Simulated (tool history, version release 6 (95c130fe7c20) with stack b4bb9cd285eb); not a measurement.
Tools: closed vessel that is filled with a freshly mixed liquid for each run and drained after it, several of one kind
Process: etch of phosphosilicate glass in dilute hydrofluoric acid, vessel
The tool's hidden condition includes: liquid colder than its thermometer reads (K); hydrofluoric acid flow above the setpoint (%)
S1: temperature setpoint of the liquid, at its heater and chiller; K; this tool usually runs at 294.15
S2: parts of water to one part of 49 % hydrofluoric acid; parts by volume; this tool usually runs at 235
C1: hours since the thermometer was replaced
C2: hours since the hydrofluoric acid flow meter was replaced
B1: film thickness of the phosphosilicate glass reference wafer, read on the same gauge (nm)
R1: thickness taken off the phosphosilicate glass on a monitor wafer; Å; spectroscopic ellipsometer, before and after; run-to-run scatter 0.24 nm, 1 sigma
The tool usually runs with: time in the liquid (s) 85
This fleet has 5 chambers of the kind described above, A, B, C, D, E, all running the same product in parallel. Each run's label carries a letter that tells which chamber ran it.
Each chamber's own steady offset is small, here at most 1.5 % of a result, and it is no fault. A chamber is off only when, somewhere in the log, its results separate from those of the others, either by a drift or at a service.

run 1E day=0.617 | S1=294.15 S2=235 time_in_the_liquid_(s)=85 | C1=216.1 C2=870 | B1=50.002 | R1=323.59
run 2A day=1.129 | S1=294.15 S2=235 time_in_the_liquid_(s)=85 | C1=1196.4 C2=291.6 | B1=49.99 | R1=324.75
run 3D day=1.554 | S1=294.15 S2=235 time_in_the_liquid_(s)=85 | C1=2464.2 C2=1183.1 | B1=49.997 | R1=322.57
-- day=1.825 chamber D: thermometer replaced
run 4B day=2.046 | S1=294.15 S2=235 time_in_the_liquid_(s)=85 | C1=939.1 C2=1082.9 | B1=49.994 | R1=320.24
run 5C day=2.638 | S1=294.15 S2=235 time_in_the_liquid_(s)=85 | C1=437.7 C2=257.5 | B1=50.007 | R1=316.15
run 6A day=3.208 | S1=294.15 S2=235 time_in_the_liquid_(s)=85 | C1=1246.3 C2=341.5 | B1=49.991 | R1=320.07
run 7D day=3.504 | S1=294.15 S2=235 time_in_the_liquid_(s)=85 | C1=40.3 C2=1229.9 | B1=49.999 | R1=320.31
run 8C day=4.05 | S1=294.15 S2=235 time_in_the_liquid_(s)=85 | C1=471.6 C2=291.4 | B1=50.006 | R1=311.74
run 9E day=4.388 | S1=294.15 S2=235 time_in_the_liquid_(s)=85 | C1=306.6 C2=960.5 | B1=50.002 | R1=322.64
run 10B day=4.946 | S1=294.15 S2=235 time_in_the_liquid_(s)=85 | C1=1008.7 C2=1152.5 | B1=49.997 | R1=317.9
run 11C day=5.446 | S1=294.15 S2=235 time_in_the_liquid_(s)=85 | C1=505.1 C2=324.9 | B1=50.007 | R1=315.15
run 12E day=5.867 | S1=294.15 S2=235 time_in_the_liquid_(s)=85 | C1=342.1 C2=996 | B1=49.989 | R1=323.34
run 13B day=6.167 | S1=294.15 S2=235 time_in_the_liquid_(s)=85 | C1=1038 C2=1181.8 | B1=50.002 | R1=312.74
-- day=6.225 chamber A: hydrofluoric acid flow meter replaced
run 14A day=6.8 | S1=294.15 S2=235 time_in_the_liquid_(s)=85 | C1=1332.5 C2=13.8 | B1=49.984 | R1=322.26
-- day=7.096 chamber E: hydrofluoric acid flow meter replaced
run 15D day=7.171 | S1=294.15 S2=235 time_in_the_liquid_(s)=85 | C1=128.3 C2=1317.9 | B1=49.993 | R1=326.25
run 16B day=7.733 | S1=294.15 S2=235 time_in_the_liquid_(s)=85 | C1=1075.6 C2=1219.4 | B1=50.003 | R1=313.35
run 17C day=8.258 | S1=291.15 S2=235 time_in_the_liquid_(s)=85 | C1=572.6 C2=392.4 | B1=50.001 | R1=280.31
run 18D day=8.65 | S1=291.15 S2=235 time_in_the_liquid_(s)=85 | C1=163.8 C2=1353.4 | B1=49.99 | R1=287.41
run 19A day=9.262 | S1=291.15 S2=235 time_in_the_liquid_(s)=85 | C1=1391.6 C2=72.9 | B1=49.99 | R1=288.05
run 20E day=9.679 | S1=291.15 S2=235 time_in_the_liquid_(s)=85 | C1=433.6 C2=62 | B1=50.004 | R1=284.98
run 21B day=10.038 | S1=291.15 S2=235 time_in_the_liquid_(s)=85 | C1=1130.9 C2=1274.7 | B1=50.002 | R1=275.36
run 22E day=10.579 | S1=294.15 S2=235 time_in_the_liquid_(s)=85 | C1=455.2 C2=83.6 | B1=50.004 | R1=316.91
run 23C day=11.162 | S1=298.15 S2=235 time_in_the_liquid_(s)=50 | C1=642.3 C2=462.1 | B1=50.005 | R1=216.45
run 24A day=11.738 | S1=298.15 S2=235 time_in_the_liquid_(s)=50 | C1=1451 C2=132.3 | B1=49.995 | R1=219.19
run 25D day=12.038 | S1=298.15 S2=235 time_in_the_liquid_(s)=50 | C1=245.1 C2=1434.7 | B1=50.012 | R1=218.67
run 26E day=12.354 | S1=298.15 S2=235 time_in_the_liquid_(s)=50 | C1=497.8 C2=126.2 | B1=49.999 | R1=217.51
run 27A day=12.8 | S1=298.15 S2=235 time_in_the_liquid_(s)=50 | C1=1476.5 C2=157.8 | B1=50.016 | R1=218.42
run 28C day=13.133 | S1=294.15 S2=235 time_in_the_liquid_(s)=85 | C1=689.6 C2=509.4 | B1=50.014 | R1=317.11
run 29D day=13.646 | S1=294.15 S2=235 time_in_the_liquid_(s)=85 | C1=283.7 C2=1473.3 | B1=50.016 | R1=322.81
-- day=13.767 chamber C: hydrofluoric acid flow meter replaced
run 30B day=14.004 | S1=297.65 S2=315 time_in_the_liquid_(s)=85 | C1=1226.1 C2=1369.9 | B1=49.998 | R1=238.78
run 31A day=14.417 | S1=297.65 S2=315 time_in_the_liquid_(s)=85 | C1=1515.3 C2=196.6 | B1=50.03 | R1=250.33
run 32C day=14.692 | S1=297.65 S2=315 time_in_the_liquid_(s)=85 | C1=727 C2=22.3 | B1=50.026 | R1=244.13
run 33E day=14.996 | S1=297.65 S2=315 time_in_the_liquid_(s)=85 | C1=561.2 C2=189.6 | B1=49.998 | R1=250.71
run 34B day=15.404 | S1=297.65 S2=315 time_in_the_liquid_(s)=85 | C1=1259.7 C2=1403.5 | B1=49.992 | R1=240.05
run 35D day=15.758 | S1=294.15 S2=235 time_in_the_liquid_(s)=85 | C1=334.4 C2=1524 | B1=49.995 | R1=323.74
run 36C day=16.146 | S1=294.15 S2=235 time_in_the_liquid_(s)=85 | C1=761.9 C2=57.2 | B1=50.005 | R1=315.02

Predict what each chamber gives when all 5 of them run the settings below next.
run 37A day=16.6 | S1=294.15 S2=275 time_in_the_liquid_(s)=85 | R1=?
run 37B day=16.6 | S1=294.15 S2=275 time_in_the_liquid_(s)=85 | R1=?
run 37C day=16.6 | S1=294.15 S2=275 time_in_the_liquid_(s)=85 | R1=?
run 37D day=16.6 | S1=294.15 S2=275 time_in_the_liquid_(s)=85 | R1=?
run 37E day=16.6 | S1=294.15 S2=275 time_in_the_liquid_(s)=85 | R1=?

run=37A R1=269.72
run=37B R1=248.31
run=37C R1=259.58
run=37D R1=264
run=37E R1=265.75
